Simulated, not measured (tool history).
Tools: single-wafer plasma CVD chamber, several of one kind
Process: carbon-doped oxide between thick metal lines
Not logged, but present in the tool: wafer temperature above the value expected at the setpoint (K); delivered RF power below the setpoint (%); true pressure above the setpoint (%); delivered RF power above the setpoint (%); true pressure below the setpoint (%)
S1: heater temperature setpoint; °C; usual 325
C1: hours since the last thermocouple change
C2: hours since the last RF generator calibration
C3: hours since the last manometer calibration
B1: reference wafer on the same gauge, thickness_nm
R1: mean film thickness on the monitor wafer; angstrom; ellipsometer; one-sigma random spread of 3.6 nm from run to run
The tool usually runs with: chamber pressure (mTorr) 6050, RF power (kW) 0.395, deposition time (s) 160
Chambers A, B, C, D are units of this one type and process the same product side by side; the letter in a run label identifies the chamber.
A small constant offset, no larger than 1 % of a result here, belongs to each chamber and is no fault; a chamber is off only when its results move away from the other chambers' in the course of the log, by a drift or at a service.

Run 1D, hour 10.0: usual settings; C1 504.7; C2 14.6; C3 756.3; B1 633.25. Result: R1 7550.5 angstrom.
Run 2C, hour 15.0: usual settings; C1 778.8; C2 195.6; C3 1056.2; B1 632.27. Result: R1 7555.4 angstrom.
Run 3B, hour 24.3: usual settings; C1 250.3; C2 1207.5; C3 1067.5; B1 633.29. Result: R1 7577.9 angstrom.
Run 4A, hour 34.9: usual settings; C1 271.7; C2 143.2; C3 816.9; B1 633.37. Result: R1 7577.5 angstrom.
Run 5D, hour 41.1: usual settings; C1 535.8; C2 45.7; C3 787.4; B1 633.45. Result: R1 7638.3 angstrom.
Run 6C, hour 47.8: usual settings but RF power (kW) 0.430, deposition time (s) 187; C1 811.6; C2 228.4; C3 1089.0; B1 633.07. Result: R1 9304.4 angstrom.
Run 7A, hour 58.6: usual settings but RF power (kW) 0.430, deposition time (s) 187; C1 295.4; C2 166.9; C3 840.6; B1 633.10. Result: R1 9431.7 angstrom.
Run 8B, hour 69.4: usual settings but RF power (kW) 0.430, deposition time (s) 187; C1 295.4; C2 1252.6; C3 1112.6; B1 633.11. Result: R1 9417.8 angstrom.
Run 9D, hour 77.4: usual settings but RF power (kW) 0.430, deposition time (s) 187; C1 572.1; C2 82.0; C3 823.7; B1 633.15. Result: R1 9440.4 angstrom.
Run 10C, hour 86.7: usual settings; C1 850.5; C2 267.3; C3 1127.9; B1 633.23. Result: R1 7512.1 angstrom.
Run 11B, hour 96.5: usual settings but chamber pressure (mTorr) 5230, deposition time (s) 175; C1 322.5; C2 1279.7; C3 1139.7; B1 633.40. Result: R1 8127.7 angstrom.
Run 12A, hour 104.8: usual settings but chamber pressure (mTorr) 5230, deposition time (s) 175; C1 341.6; C2 213.1; C3 886.8; B1 632.98. Result: R1 8154.1 angstrom.
Run 13B, hour 116.1: usual settings but chamber pressure (mTorr) 5230, deposition time (s) 175; C1 342.1; C2 1299.3; C3 1159.3; B1 632.34. Result: R1 8095.2 angstrom.
Run 14D, hour 125.7: usual settings but chamber pressure (mTorr) 5230, deposition time (s) 175; C1 620.4; C2 130.3; C3 872.0; B1 633.09. Result: R1 8138.1 angstrom.
Run 15C, hour 132.4: usual settings; C1 896.2; C2 313.0; C3 1173.6; B1 632.83. Result: R1 7466.4 angstrom.
Run 16A, hour 138.9: usual settings; C1 375.7; C2 247.2; C3 920.9; B1 632.64. Result: R1 7670.2 angstrom.
Run 17A, hour 148.6: usual settings; C1 385.4; C2 256.9; C3 930.6; B1 632.50. Result: R1 7571.2 angstrom.
At hour 150.6: chamber A: capacitance manometer re-zeroed and calibrated.
Run 18D, hour 154.8: usual settings; C1 649.5; C2 159.4; C3 901.1; B1 632.59. Result: R1 7586.6 angstrom.
Run 19B, hour 161.2: usual settings; C1 387.2; C2 1344.4; C3 1204.4; B1 633.56. Result: R1 7482.9 angstrom.
Run 20C, hour 167.7: usual settings; C1 931.5; C2 348.3; C3 1208.9; B1 632.95. Result: R1 7550.2 angstrom.
Run 21C, hour 174.0: usual settings; C1 937.8; C2 354.6; C3 1215.2; B1 633.50. Result: R1 7535.8 angstrom.
Run 22D, hour 179.8: usual settings; C1 674.5; C2 184.4; C3 926.1; B1 632.85. Result: R1 7533.6 angstrom.
Run 23A, hour 189.1: usual settings; C1 425.9; C2 297.4; C3 38.5; B1 632.47. Result: R1 7596.7 angstrom.
Run 24B, hour 196.4: usual settings; C1 422.4; C2 1379.6; C3 1239.6; B1 633.06. Result: R1 7447.3 angstrom.
Run 25D, hour 203.9: usual settings; C1 698.6; C2 208.5; C3 950.2; B1 632.73. Result: R1 7632.9 angstrom.
Run 26C, hour 214.4: usual settings; C1 978.2; C2 395.0; C3 1255.6; B1 632.11. Result: R1 7537.4 angstrom.
Run 27A, hour 219.4: usual settings; C1 456.2; C2 327.7; C3 68.8; B1 632.70. Result: R1 7544.1 angstrom.
Run 28B, hour 229.4: usual settings; C1 455.4; C2 1412.6; C3 1272.6; B1 632.95. Result: R1 7431.4 angstrom.
Run 29B, hour 235.5: usual settings; C1 461.5; C2 1418.7; C3 1278.7; B1 633.61. Result: R1 7385.8 angstrom.
Run 30A, hour 240.6: usual settings; C1 477.4; C2 348.9; C3 90.0; B1 632.99. Result: R1 7576.8 angstrom.
Run 31D, hour 246.1: usual settings; C1 740.8; C2 250.7; C3 992.4; B1 632.63. Result: R1 7522.8 angstrom.
Run 32C, hour 251.6: usual settings; C1 1015.4; C2 432.2; C3 1292.8; B1 632.53. Result: R1 7575.3 angstrom.
Run 33C, hour 258.1: usual settings; C1 1021.9; C2 438.7; C3 1299.3; B1 633.14. Result: R1 7483.0 angstrom.
Run 34A, hour 265.3: usual settings but S1 333 °C, deposition time (s) 180; C1 502.1; C2 373.6; C3 114.7; B1 633.66. Result: R1 8285.8 angstrom.
Run 35D, hour 274.1: usual settings but S1 333 °C, deposition time (s) 180; C1 768.8; C2 278.7; C3 1020.4; B1 633.61. Result: R1 8349.3 angstrom.
Run 36B, hour 281.1: usual settings but S1 333 °C, deposition time (s) 180; C1 507.1; C2 1464.3; C3 1324.3; B1 632.82. Result: R1 8026.5 angstrom.
Run 37B, hour 288.8: usual settings but S1 333 °C, deposition time (s) 180; C1 514.8; C2 1472.0; C3 1332.0; B1 633.10. Result: R1 8060.9 angstrom.
Run 38C, hour 299.8: usual settings; C1 1063.6; C2 480.4; C3 1341.0; B1 632.68. Result: R1 7479.1 angstrom.
Run 39D, hour 308.3: usual settings; C1 803.0; C2 312.9; C3 1054.6; B1 632.49. Result: R1 7570.9 angstrom.
Run 40A, hour 316.1: usual settings; C1 552.9; C2 424.4; C3 165.5; B1 633.47. Result: R1 7539.7 angstrom.
Run 41A, hour 327.3: usual settings; C1 564.1; C2 435.6; C3 176.7; B1 633.29. Result: R1 7620.1 angstrom.
Run 42C, hour 338.1: usual settings; C1 1101.9; C2 518.7; C3 1379.3; B1 632.42. Result: R1 7514.8 angstrom.

Next, every chamber runs the same settings. What will each give?
Run 43A, hour 346.2: usual settings. Result: R1 ?.
Run 43B, hour 346.2: usual settings. Result: R1 ?.
Run 43C, hour 346.2: usual settings. Result: R1 ?.
Run 43D, hour 346.2: usual settings. Result: R1 ?.

run      R1
43A  7581.3
43B  7230.9
43C  7481.5
43D  7603.8

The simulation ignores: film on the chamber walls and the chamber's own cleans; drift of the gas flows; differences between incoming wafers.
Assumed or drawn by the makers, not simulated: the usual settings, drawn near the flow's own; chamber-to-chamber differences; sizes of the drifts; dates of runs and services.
